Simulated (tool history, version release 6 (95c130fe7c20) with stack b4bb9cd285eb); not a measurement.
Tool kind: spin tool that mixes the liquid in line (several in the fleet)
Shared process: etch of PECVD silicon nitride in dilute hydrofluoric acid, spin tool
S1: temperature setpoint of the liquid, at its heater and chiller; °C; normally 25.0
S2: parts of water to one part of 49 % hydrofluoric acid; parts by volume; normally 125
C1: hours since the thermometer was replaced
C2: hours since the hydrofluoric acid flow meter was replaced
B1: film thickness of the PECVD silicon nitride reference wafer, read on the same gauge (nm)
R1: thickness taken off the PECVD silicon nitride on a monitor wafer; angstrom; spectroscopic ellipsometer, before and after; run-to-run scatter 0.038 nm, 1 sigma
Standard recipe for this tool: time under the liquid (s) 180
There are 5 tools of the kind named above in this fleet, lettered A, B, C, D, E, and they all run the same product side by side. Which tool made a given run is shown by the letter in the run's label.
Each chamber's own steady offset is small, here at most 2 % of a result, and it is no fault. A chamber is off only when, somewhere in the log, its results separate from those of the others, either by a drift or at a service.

{"run": "1E", "hour": 6.8, "S1": 25.0, "S2": 125, "time under the liquid (s)": 180, "C1": 493.2, "C2": 326.6, "B1": 149.99, "R1": 40.844}
{"run": "2B", "hour": 14.0, "S1": 25.0, "S2": 125, "time under the liquid (s)": 180, "C1": 622.9, "C2": 206.1, "B1": 150.0, "R1": 41.238}
{"run": "3C", "hour": 24.1, "S1": 25.0, "S2": 125, "time under the liquid (s)": 180, "C1": 1846.8, "C2": 2102.2, "B1": 149.98, "R1": 41.381}
{"run": "4D", "hour": 36.2, "S1": 25.0, "S2": 125, "time under the liquid (s)": 180, "C1": 206.6, "C2": 1196.8, "B1": 150.04, "R1": 40.247}
{"run": "5A", "hour": 47.4, "S1": 25.0, "S2": 125, "time under the liquid (s)": 180, "C1": 1758.6, "C2": 192.2, "B1": 150.0, "R1": 42.509}
{"run": "6D", "hour": 60.0, "S1": 25.0, "S2": 125, "time under the liquid (s)": 180, "C1": 230.4, "C2": 1220.6, "B1": 150.05, "R1": 40.747}
{"run": "7B", "hour": 65.8, "S1": 29.5, "S2": 125, "time under the liquid (s)": 180, "C1": 674.7, "C2": 257.9, "B1": 150.03, "R1": 53.765}
{"run": "8A", "hour": 77.7, "S1": 29.5, "S2": 125, "time under the liquid (s)": 180, "C1": 1788.9, "C2": 222.5, "B1": 149.99, "R1": 55.97}
{"hour": 86.6, "done": "chamber C: hydrofluoric acid flow meter replaced"}
{"run": "9E", "hour": 90.4, "S1": 29.5, "S2": 125, "time under the liquid (s)": 180, "C1": 576.8, "C2": 410.2, "B1": 150.0, "R1": 57.714}
{"run": "10C", "hour": 97.3, "S1": 29.5, "S2": 125, "time under the liquid (s)": 180, "C1": 1920.0, "C2": 10.7, "B1": 150.01, "R1": 54.526}
{"run": "11A", "hour": 103.9, "S1": 29.5, "S2": 125, "time under the liquid (s)": 180, "C1": 1815.1, "C2": 248.7, "B1": 149.98, "R1": 55.267}
{"run": "12C", "hour": 113.3, "S1": 25.0, "S2": 125, "time under the liquid (s)": 180, "C1": 1936.0, "C2": 26.7, "B1": 149.99, "R1": 41.337}
{"run": "13B", "hour": 124.8, "S1": 25.0, "S2": 125, "time under the liquid (s)": 180, "C1": 733.7, "C2": 316.9, "B1": 149.98, "R1": 40.509}
{"run": "14D", "hour": 136.7, "S1": 25.0, "S2": 125, "time under the liquid (s)": 180, "C1": 307.1, "C2": 1297.3, "B1": 149.98, "R1": 40.595}
{"run": "15E", "hour": 148.8, "S1": 25.0, "S2": 125, "time under the liquid (s)": 180, "C1": 635.2, "C2": 468.6, "B1": 150.02, "R1": 43.127}
{"run": "16E", "hour": 156.9, "S1": 25.0, "S2": 125, "time under the liquid (s)": 180, "C1": 643.3, "C2": 476.7, "B1": 150.03, "R1": 43.563}
{"run": "17C", "hour": 162.7, "S1": 25.0, "S2": 125, "time under the liquid (s)": 180, "C1": 1985.4, "C2": 76.1, "B1": 150.04, "R1": 40.941}
{"run": "18A", "hour": 171.2, "S1": 25.0, "S2": 125, "time under the liquid (s)": 240, "C1": 1882.4, "C2": 316.0, "B1": 149.96, "R1": 56.007}
{"run": "19D", "hour": 183.6, "S1": 25.0, "S2": 125, "time under the liquid (s)": 240, "C1": 354.0, "C2": 1344.2, "B1": 150.03, "R1": 53.994}
{"run": "20B", "hour": 193.0, "S1": 25.0, "S2": 125, "time under the liquid (s)": 240, "C1": 801.9, "C2": 385.1, "B1": 149.96, "R1": 53.513}
{"run": "21B", "hour": 204.4, "S1": 25.0, "S2": 125, "time under the liquid (s)": 240, "C1": 813.3, "C2": 396.5, "B1": 150.0, "R1": 53.455}
{"run": "22A", "hour": 210.8, "S1": 25.0, "S2": 125, "time under the liquid (s)": 240, "C1": 1922.0, "C2": 355.6, "B1": 150.05, "R1": 55.968}
{"run": "23E", "hour": 223.9, "S1": 25.0, "S2": 125, "time under the liquid (s)": 180, "C1": 710.3, "C2": 543.7, "B1": 150.02, "R1": 44.237}
{"run": "24C", "hour": 235.7, "S1": 25.0, "S2": 125, "time under the liquid (s)": 180, "C1": 2058.4, "C2": 149.1, "B1": 150.04, "R1": 41.385}
{"run": "25D", "hour": 244.4, "S1": 25.0, "S2": 125, "time under the liquid (s)": 180, "C1": 414.8, "C2": 1405.0, "B1": 150.04, "R1": 40.328}
{"run": "26D", "hour": 256.7, "S1": 25.0, "S2": 125, "time under the liquid (s)": 180, "C1": 427.1, "C2": 1417.3, "B1": 150.01, "R1": 40.831}
{"run": "27C", "hour": 264.5, "S1": 25.0, "S2": 125, "time under the liquid (s)": 180, "C1": 2087.2, "C2": 177.9, "B1": 150.01, "R1": 40.891}
{"run": "28B", "hour": 273.3, "S1": 23.0, "S2": 125, "time under the liquid (s)": 180, "C1": 882.2, "C2": 465.4, "B1": 149.98, "R1": 35.496}
{"hour": 282.7, "done": "chamber A: thermometer replaced"}
{"run": "29E", "hour": 285.2, "S1": 23.0, "S2": 125, "time under the liquid (s)": 180, "C1": 771.6, "C2": 605.0, "B1": 149.97, "R1": 39.008}
{"run": "30A", "hour": 292.1, "S1": 23.0, "S2": 125, "time under the liquid (s)": 180, "C1": 9.4, "C2": 436.9, "B1": 150.0, "R1": 36.233}

Does one chamber stand apart from the rest, does the shared gauge drift, or is all well apart from small per-chamber offsets? Give the chamber and the most likely cause, where there is one.

Chamber E drifts away from the others.
Likeliest cause: hydrofluoric acid flow above the setpoint (%) = 10.4.
Not necessarily distinguishable in this log from: liquid hotter than its thermometer reads (K).

Here are 4 candidates for chamber E's next run, each the usual settings with a change, their results left as question marks. Which one brings its results back in line with what the others give on the usual settings?
To be in line, a result may differ from the other chambers' mean on the usual settings by at most: R1 1.300 angstrom
{"run": "31E-1", "hour": 301.6, "S1": 23.5, "S2": 125, "time under the liquid (s)": 180, "R1": "?"}
{"run": "31E-2", "hour": 301.6, "S1": 25.0, "S2": 125, "time under the liquid (s)": 190, "R1": "?"}
{"run": "31E-3", "hour": 301.6, "S1": 25.0, "S2": 125, "time under the liquid (s)": 200, "R1": "?"}
{"run": "31E-4", "hour": 301.6, "S1": 24.5, "S2": 125, "time under the liquid (s)": 180, "R1": "?"}

The other chambers' mean on the usual settings: R1 40.926 angstrom
run=31E-1 R1=41.347
run=31E-2 R1=48.176
run=31E-3 R1=50.711
run=31E-4 R1=44.178
It is 31E-1 that realigns the chamber with its peers.

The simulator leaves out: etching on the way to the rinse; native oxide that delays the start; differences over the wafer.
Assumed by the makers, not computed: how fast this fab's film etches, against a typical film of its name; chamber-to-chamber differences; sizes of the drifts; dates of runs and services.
